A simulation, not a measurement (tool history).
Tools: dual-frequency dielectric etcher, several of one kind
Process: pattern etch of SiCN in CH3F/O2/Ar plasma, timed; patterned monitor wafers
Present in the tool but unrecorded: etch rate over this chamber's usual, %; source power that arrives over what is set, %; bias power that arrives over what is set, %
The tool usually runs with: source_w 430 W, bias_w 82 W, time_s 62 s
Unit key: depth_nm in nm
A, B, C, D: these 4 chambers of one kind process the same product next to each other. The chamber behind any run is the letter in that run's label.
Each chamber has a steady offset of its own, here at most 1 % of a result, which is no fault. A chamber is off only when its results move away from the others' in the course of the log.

run   hour  source_w  bias_w  time_s  hours since the last wet clean  hours since the last source power generator calibration  hours since the last bias power generator calibration  read-back reference wafer on the same gauge, depth_nm  depth_nm
 1D    5.5       430      82      62                           119.1                                                   2233.3                                                   1243                                                 22.503    24.909
 2A   10.2       430      82      62                           245.4                                                    699.3                                                 2074.7                                                 22.519    24.984
 3B   19.6       430      82      62                           184.4                                                   1480.2                                                 1740.3                                                 22.492    25.339
 4C   25.7       430      82      62                           371.5                                                   3009.3                                                  229.5                                                   22.5    25.263
 5D   30.1       430      82      62                           143.7                                                   2257.9                                                 1267.6                                                 22.501    24.944
      35.9  -- chamber C: wet clean of the chamber
 6C   36.8       430      82      62                             0.9                                                   3020.4                                                  240.6                                                 22.504    25.142
 7A     46       430      82      62                           281.2                                                    735.1                                                 2110.5                                                  22.51    25.011
 8B     51       430      82      62                           215.8                                                   1511.6                                                 1771.7                                                 22.489    25.204
 9D   59.9       430      82      62                           173.5                                                   2287.7                                                 1297.4                                                 22.498    24.939
10C   65.1       430      82      62                            29.2                                                   3048.7                                                  268.9                                                 22.509    25.229
11A   71.8       430      82      62                             307                                                    760.9                                                 2136.3                                                 22.505    25.042
12B   80.8       430      82      62                           245.6                                                   1541.4                                                 1801.5                                                 22.498    25.316
13B   85.3       430      82      62                           250.1                                                   1545.9                                                   1806                                                 22.503    25.311
14C   92.1       430      82      62                            56.2                                                   3075.7                                                  295.9                                                 22.497    25.264
15D  100.5       430      65    76.5                           214.1                                                   2328.3                                                   1338                                                 22.491    28.405
16A    110       430      65    76.5                           345.2                                                    799.1                                                 2174.5                                                 22.504    28.581
17A  116.7       430      65    76.5                           351.9                                                    805.8                                                 2181.2                                                 22.494    28.611
18B  124.7       430      65    76.5                           289.5                                                   1585.3                                                 1845.4                                                 22.498    28.626
19C  132.7       430      82      62                            96.8                                                   3116.3                                                  336.5                                                 22.494    25.231
20D  139.3       430      82      62                           252.9                                                   2367.1                                                 1376.8                                                 22.481    24.985
21C  145.2       430      82      62                           109.3                                                   3128.8                                                    349                                                 22.508    25.216
22B  152.3       430      82      48                           317.1                                                   1612.9                                                   1873                                                 22.497    19.496
23D  160.8       430      82      48                           274.4                                                   2388.6                                                 1398.3                                                 22.496    19.296
24A  168.4       430      82      48                           403.6                                                    857.5                                                 2232.9                                                 22.507    19.621
25C  176.4       430      82      48                           140.5                                                     3160                                                  380.2                                                 22.505    19.597
26D  184.9       430      82      62                           298.5                                                   2412.7                                                 1422.4                                                  22.49     24.91
27A  189.8       430      82      62                             425                                                    878.9                                                 2254.3                                                 22.483    25.401
28B  197.2       430      82      62                             362                                                   1657.8                                                 1917.9                                                   22.5    25.326
29C  201.7       430      82      62                           165.8                                                   3185.3                                                  405.5                                                 22.494    25.233
30A  207.9       430      82      62                           443.1                                                      897                                                 2272.4                                                 22.516     25.56
31B  214.1       430      82      62                           378.9                                                   1674.7                                                 1934.8                                                 22.487    25.221
32D  220.2       430      82      51                           333.8                                                     2448                                                 1457.7                                                 22.505    20.495
33C  224.7       430      82      51                           188.8                                                   3208.3                                                  428.5                                                 22.492    20.769
34B  231.6       430      82      51                           396.4                                                   1692.2                                                 1952.3                                                 22.503    20.739
35A  241.2       430      82      51                           476.4                                                    930.3                                                 2305.7                                                 22.499    21.028
36D  248.6       520      98      62                           362.2                                                   2476.4                                                 1486.1                                                 22.484      28.6
37C  258.1       520      98      62                           222.2                                                   3241.7                                                  461.9                                                 22.503     28.99
38A  265.9       520      98      62                           501.1                                                      955                                                 2330.4                                                 22.494    29.452
39D  272.5       520      98      62                           386.1                                                   2500.3                                                   1510                                                 22.501    28.653

Is one chamber off against the others, does the gauge drift, or is nothing wrong? If a chamber is off, say which, and what the likeliest cause is.

Little by little, chamber A moves away from the other chambers.
Cause: etch rate over this chamber's usual, % = 2.7.

Below are 4 candidate recipes for chamber A's next run, each the usual settings with a change, their results shown as question marks. Which of them brings A's results back in line with what the other chambers give on the usual settings?
In-line tolerance around the mean of the other chambers on the usual settings: depth_nm 0.21 nm
40A-1  279.5       430      92      62                                                                                                                                                                                                                ?
40A-2  279.5       430      82    60.5                                                                                                                                                                                                                ?
40A-3  279.5       430      81    59.5                                                                                                                                                                                                                ?
40A-4  279.5       430      82    63.5                                                                                                                                                                                                                ?

What the other chambers average on the usual settings: depth_nm 25.159 nm
  run  depth_nm
40A-1    26.825
40A-2    25.091
40A-3    24.566
40A-4    26.335
40A-2 brings the chamber back in line.
